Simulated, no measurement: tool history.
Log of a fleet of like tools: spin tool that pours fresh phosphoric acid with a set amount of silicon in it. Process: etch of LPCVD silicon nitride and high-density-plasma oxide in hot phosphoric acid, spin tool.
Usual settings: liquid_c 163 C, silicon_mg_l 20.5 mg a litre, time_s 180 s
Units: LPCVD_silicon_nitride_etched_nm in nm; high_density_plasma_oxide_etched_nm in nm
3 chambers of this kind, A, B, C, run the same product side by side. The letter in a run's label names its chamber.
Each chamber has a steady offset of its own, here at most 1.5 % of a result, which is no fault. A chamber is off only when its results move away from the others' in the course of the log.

run	hour	liquid_c	silicon_mg_l	time_s	read-back film thickness of the LPCVD silicon nitride reference wafer, read on the same gauge (nm)	read-back film thickness of the high-density-plasma oxide reference wafer, read on the same gauge (nm)	LPCVD_silicon_nitride_etched_nm	high_density_plasma_oxide_etched_nm
1C	8	163	20.5	180	130.04	70.017	18.35	0.67685
2B	15.3	163	20.5	180	130	70.012	18.433	0.67223
3A	27.4	163	20.5	180	129.99	70.019	18.447	0.72106
4C	33.5	163	20.5	180	129.98	70.021	18.354	0.66416
5B	40.6	163	20.5	180	130	70.003	18.554	0.66736
6A	50.4	163	20.5	180	129.98	69.995	18.426	0.67034
7B	62	163	20.5	180	130	69.975	18.583	0.64274
8C	74	163	20.5	100	129.99	70.001	10.285	0.37055
9A	84	163	20.5	100	130	70.006	10.152	0.36929
10A	95.5	163	20.5	100	130.04	70.014	10.213	0.35925
11C	107.3	163	20.5	180	130.02	69.995	18.56	0.65072
12B	115.4	166	20.5	100	130.02	69.986	11.322	0.47214
13C	124.8	166	20.5	100	129.97	70.003	11.264	0.46944
14B	130.2	166	20.5	100	130	69.989	11.344	0.46489
15A	141.9	163	20.5	180	130.03	70.005	18.48	0.65759
16A	153.1	163	20.5	180	129.98	69.994	18.371	0.68359
17B	158.5	163	10	75	129.99	70.007	7.7961	0.36204
18C	166.7	163	10	75	130	70.012	7.6959	0.35907
19C	177.5	163	10	75	129.97	70.015	7.7309	0.36286
20B	186.5	163	20.5	180	130.01	69.984	18.524	0.69234
# hour 188.9: chamber C: thermometer replaced
21A	195.6	163	20.5	180	130.03	70	18.465	0.62428
22A	206.4	163	20.5	180	130.01	70.016	18.328	0.65896
# hour 208.9: chamber B: thermometer replaced
23C	213.8	163	20.5	180	130.05	70.012	18.631	0.65612
24B	221.1	163	20.5	180	130	70.005	18.638	0.68778
25B	226.8	163	20.5	180	129.99	69.981	18.49	0.70211
26A	232.8	163	20.5	180	130.05	69.987	18.316	0.66864

Next, every chamber runs the same settings. What will each give?
27A	241.5	163	20.5	180			?	?
27B	241.5	163	20.5	180			?	?
27C	241.5	163	20.5	180			?	?

run	LPCVD_silicon_nitride_etched_nm	high_density_plasma_oxide_etched_nm
27A	18.369	0.68794
27B	18.335	0.71181
27C	18.414	0.68013
